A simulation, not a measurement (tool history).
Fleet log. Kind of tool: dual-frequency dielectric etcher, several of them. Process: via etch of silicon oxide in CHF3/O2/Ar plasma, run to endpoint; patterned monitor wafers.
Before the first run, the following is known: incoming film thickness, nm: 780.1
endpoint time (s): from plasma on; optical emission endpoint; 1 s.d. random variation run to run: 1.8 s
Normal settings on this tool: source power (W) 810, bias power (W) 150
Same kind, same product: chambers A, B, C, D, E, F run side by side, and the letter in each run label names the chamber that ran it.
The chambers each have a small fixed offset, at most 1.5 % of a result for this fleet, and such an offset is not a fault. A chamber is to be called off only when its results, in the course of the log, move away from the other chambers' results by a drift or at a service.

run 1B day=0.342 | source_power_(W)=810 bias_power_(W)=150 | endpoint_time_(s)=372.03
run 2A day=0.804 | source_power_(W)=810 bias_power_(W)=150 | endpoint_time_(s)=374.2
run 3F day=1.154 | source_power_(W)=810 bias_power_(W)=150 | endpoint_time_(s)=377.81
run 4C day=1.579 | source_power_(W)=810 bias_power_(W)=150 | endpoint_time_(s)=370.92
-- day=1.854 chamber E: wet clean of the chamber
run 5E day=2.104 | source_power_(W)=1000 bias_power_(W)=161 | endpoint_time_(s)=332.21
run 6D day=2.675 | source_power_(W)=1000 bias_power_(W)=161 | endpoint_time_(s)=336.87
run 7E day=3.046 | source_power_(W)=1000 bias_power_(W)=161 | endpoint_time_(s)=331.71
run 8B day=3.567 | source_power_(W)=1000 bias_power_(W)=161 | endpoint_time_(s)=338.49
run 9D day=3.958 | source_power_(W)=1000 bias_power_(W)=161 | endpoint_time_(s)=338.96
run 10C day=4.496 | source_power_(W)=1000 bias_power_(W)=161 | endpoint_time_(s)=333.39
run 11A day=5.079 | source_power_(W)=900 bias_power_(W)=183 | endpoint_time_(s)=336.87
-- day=5.558 chamber C: wet clean of the chamber
run 12F day=5.754 | source_power_(W)=900 bias_power_(W)=183 | endpoint_time_(s)=336.9
run 13F day=6.196 | source_power_(W)=900 bias_power_(W)=183 | endpoint_time_(s)=338.91
-- day=6.775 chamber D: wet clean of the chamber
run 14E day=6.829 | source_power_(W)=900 bias_power_(W)=183 | endpoint_time_(s)=332.26
run 15A day=7.138 | source_power_(W)=900 bias_power_(W)=183 | endpoint_time_(s)=337.8
run 16C day=7.458 | source_power_(W)=900 bias_power_(W)=183 | endpoint_time_(s)=332.01
run 17B day=7.796 | source_power_(W)=810 bias_power_(W)=150 | endpoint_time_(s)=374.63
run 18D day=8.392 | source_power_(W)=810 bias_power_(W)=150 | endpoint_time_(s)=375.39
-- day=8.946 chamber B: wet clean of the chamber
run 19E day=8.958 | source_power_(W)=810 bias_power_(W)=150 | endpoint_time_(s)=367.94
run 20C day=9.538 | source_power_(W)=810 bias_power_(W)=150 | endpoint_time_(s)=368.33
-- day=9.942 chamber A: bias power generator calibrated
run 21F day=10.008 | source_power_(W)=810 bias_power_(W)=150 | endpoint_time_(s)=382.42
run 22A day=10.454 | source_power_(W)=810 bias_power_(W)=150 | endpoint_time_(s)=374.1
run 23D day=10.888 | source_power_(W)=810 bias_power_(W)=150 | endpoint_time_(s)=377.59
run 24B day=11.383 | source_power_(W)=810 bias_power_(W)=150 | endpoint_time_(s)=374.18
run 25D day=11.729 | source_power_(W)=810 bias_power_(W)=150 | endpoint_time_(s)=373.57
run 26B day=12.388 | source_power_(W)=810 bias_power_(W)=150 | endpoint_time_(s)=374.31
run 27F day=12.742 | source_power_(W)=810 bias_power_(W)=150 | endpoint_time_(s)=381.98
run 28A day=13.129 | source_power_(W)=810 bias_power_(W)=150 | endpoint_time_(s)=371.59
run 29C day=13.525 | source_power_(W)=810 bias_power_(W)=150 | endpoint_time_(s)=371.11
-- day=14.058 chamber E: source power generator calibrated
run 30E day=14.079 | source_power_(W)=810 bias_power_(W)=150 | endpoint_time_(s)=371.47
run 31C day=14.388 | source_power_(W)=810 bias_power_(W)=150 | endpoint_time_(s)=372.26
run 32A day=14.871 | source_power_(W)=810 bias_power_(W)=150 | endpoint_time_(s)=370
run 33B day=15.388 | source_power_(W)=810 bias_power_(W)=150 | endpoint_time_(s)=371.06
run 34F day=15.992 | source_power_(W)=810 bias_power_(W)=150 | endpoint_time_(s)=389.13
run 35D day=16.425 | source_power_(W)=810 bias_power_(W)=150 | endpoint_time_(s)=376.98
run 36E day=17.067 | source_power_(W)=810 bias_power_(W)=150 | endpoint_time_(s)=372.53
run 37B day=17.554 | source_power_(W)=810 bias_power_(W)=150 | endpoint_time_(s)=372.15

Each of the 6 chambers runs these same settings next. Fill in every chamber's results:
run 38A day=18.046 | source_power_(W)=810 bias_power_(W)=150 | endpoint_time_(s)=?
run 38B day=18.046 | source_power_(W)=810 bias_power_(W)=150 | endpoint_time_(s)=?
run 38C day=18.046 | source_power_(W)=810 bias_power_(W)=150 | endpoint_time_(s)=?
run 38D day=18.046 | source_power_(W)=810 bias_power_(W)=150 | endpoint_time_(s)=?
run 38E day=18.046 | source_power_(W)=810 bias_power_(W)=150 | endpoint_time_(s)=?
run 38F day=18.046 | source_power_(W)=810 bias_power_(W)=150 | endpoint_time_(s)=?

run=38A endpoint_time_(s)=376.3
run=38B endpoint_time_(s)=373.92
run=38C endpoint_time_(s)=372.01
run=38D endpoint_time_(s)=376.11
run=38E endpoint_time_(s)=371.54
run=38F endpoint_time_(s)=392.72

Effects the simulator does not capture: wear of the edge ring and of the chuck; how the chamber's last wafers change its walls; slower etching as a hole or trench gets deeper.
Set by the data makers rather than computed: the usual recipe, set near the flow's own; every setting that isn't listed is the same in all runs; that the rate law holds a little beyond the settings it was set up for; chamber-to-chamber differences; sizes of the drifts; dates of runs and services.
